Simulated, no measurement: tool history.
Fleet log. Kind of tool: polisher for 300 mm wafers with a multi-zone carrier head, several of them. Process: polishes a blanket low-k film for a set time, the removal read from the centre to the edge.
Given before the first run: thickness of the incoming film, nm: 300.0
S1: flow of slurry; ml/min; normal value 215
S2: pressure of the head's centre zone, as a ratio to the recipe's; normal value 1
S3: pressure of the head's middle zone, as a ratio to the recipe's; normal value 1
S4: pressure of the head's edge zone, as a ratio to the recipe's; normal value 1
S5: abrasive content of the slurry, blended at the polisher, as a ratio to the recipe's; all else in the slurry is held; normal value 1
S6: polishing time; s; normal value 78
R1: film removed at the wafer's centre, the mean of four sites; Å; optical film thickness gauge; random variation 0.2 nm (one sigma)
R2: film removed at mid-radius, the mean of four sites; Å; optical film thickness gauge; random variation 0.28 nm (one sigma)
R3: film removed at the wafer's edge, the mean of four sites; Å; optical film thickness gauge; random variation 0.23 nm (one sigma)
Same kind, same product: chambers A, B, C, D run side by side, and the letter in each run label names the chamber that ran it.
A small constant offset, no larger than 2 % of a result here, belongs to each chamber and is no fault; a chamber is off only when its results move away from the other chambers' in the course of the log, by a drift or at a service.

| run | day | S1 | S2 | S3 | S4 | S5 | S6 | R1 | R2 | R3 |
|---|---|---|---|---|---|---|---|---|---|---|
|  | 0.146 | chamber B: edge zone pressure recalibrated |
|  | 0.396 | chamber C: worn pad replaced by a new one |
| 1C | 0.454 | 215 | 1 | 1 | 1 | 1 | 78 | 193.88 | 196.53 | 195.34 |
| 2A | 0.921 | 215 | 1 | 1 | 1 | 1 | 78 | 196.81 | 195.92 | 199.23 |
|  | 0.983 | chamber D: centre zone pressure recalibrated |
| 3B | 1.329 | 215 | 1 | 1 | 1 | 1 | 78 | 194.02 | 191 | 192.95 |
| 4D | 1.629 | 215 | 1 | 1 | 1 | 1 | 78 | 190.01 | 195.34 | 191.29 |
|  | 1.792 | chamber D: worn pad replaced by a new one |
| 5D | 1.992 | 215 | 1 | 1 | 1 | 1 | 78 | 196.54 | 195.56 | 194.68 |
| 6B | 2.3 | 215 | 1 | 1 | 1 | 1 | 78 | 189.98 | 193.28 | 193.52 |
| 7A | 2.762 | 215 | 1 | 1 | 1 | 1 | 78 | 200.29 | 193.82 | 196.78 |
| 8C | 3.171 | 215 | 1 | 1 | 1 | 1 | 78 | 188.56 | 195.62 | 193.82 |
|  | 3.308 | chamber B: centre zone pressure recalibrated |
| 9B | 3.479 | 215 | 1 | 1 | 1 | 1 | 78 | 192.28 | 190.11 | 192.38 |
| 10D | 3.875 | 215 | 1 | 1 | 1 | 1 | 78 | 197.75 | 191.31 | 195.22 |
| 11C | 4.092 | 215 | 1 | 1 | 1 | 1 | 78 | 193.98 | 190.76 | 193.56 |
|  | 4.525 | chamber A: worn pad replaced by a new one |
| 12A | 4.567 | 215 | 1 | 1 | 1 | 1 | 78 | 193.46 | 193.73 | 199.49 |
| 13A | 5.025 | 215 | 1 | 1 | 1 | 1 | 78 | 197.87 | 189.8 | 199.93 |
|  | 5.25 | chamber D: worn pad replaced by a new one |
|  | 5.258 | chamber A: slurry nozzle cleaned |
|  | 5.296 | chamber C: worn pad replaced by a new one |
| 14D | 5.504 | 215 | 1 | 1 | 1.11 | 1 | 78 | 193.5 | 195.35 | 208.88 |
| 15B | 6 | 215 | 1 | 1 | 1.11 | 1 | 78 | 184.21 | 180.37 | 198.52 |
| 16C | 6.483 | 215 | 1 | 1 | 1.11 | 1 | 78 | 191.48 | 191.27 | 211.69 |
| 17C | 6.796 | 215 | 1 | 1 | 1.11 | 1 | 78 | 192.26 | 192.09 | 204.32 |
| 18D | 7.133 | 215 | 1 | 1 | 1 | 1 | 78 | 191.89 | 195.03 | 192.89 |
| 19B | 7.375 | 215 | 1 | 1 | 1 | 1 | 78 | 175.67 | 182.39 | 177.36 |
| 20A | 7.833 | 215 | 1 | 1 | 1 | 1 | 78 | 195.97 | 192.99 | 199.19 |
|  | 7.996 | chamber D: slurry nozzle cleaned |
| 21C | 8.058 | 215 | 1 | 1 | 1 | 1 | 78 | 191.69 | 187.54 | 194.77 |
| 22B | 8.458 | 215 | 1 | 1 | 1 | 1 | 78 | 172.09 | 177.12 | 172.85 |
|  | 8.779 | chamber D: worn pad replaced by a new one |
| 23D | 8.8 | 215 | 1 | 1 | 1 | 1 | 78 | 194.28 | 200.13 | 198.54 |
| 24A | 9.288 | 215 | 1 | 1 | 1 | 1 | 78 | 196.62 | 193.2 | 200.34 |
| 25B | 9.6 | 215 | 1 | 1 | 1 | 1 | 78 | 169.18 | 164.71 | 168.04 |
| 26C | 9.854 | 215 | 1.09 | 1.05 | 1 | 1 | 78 | 209.87 | 202.02 | 192.32 |

Predict what each chamber gives when all 4 of them run the settings below next.
| 27A | 10.212 | 215 | 1 | 1 | 1 | 1 | 78 | ? | ? | ? |
| 27B | 10.212 | 215 | 1 | 1 | 1 | 1 | 78 | ? | ? | ? |
| 27C | 10.212 | 215 | 1 | 1 | 1 | 1 | 78 | ? | ? | ? |
| 27D | 10.212 | 215 | 1 | 1 | 1 | 1 | 78 | ? | ? | ? |

| run | R1 | R2 | R3 |
|---|---|---|---|
| 27A | 196.54 | 191.62 | 200.48 |
| 27B | 163.77 | 166.33 | 166.43 |
| 27C | 187.43 | 193.7 | 194.58 |
| 27D | 193.49 | 191.67 | 194.72 |

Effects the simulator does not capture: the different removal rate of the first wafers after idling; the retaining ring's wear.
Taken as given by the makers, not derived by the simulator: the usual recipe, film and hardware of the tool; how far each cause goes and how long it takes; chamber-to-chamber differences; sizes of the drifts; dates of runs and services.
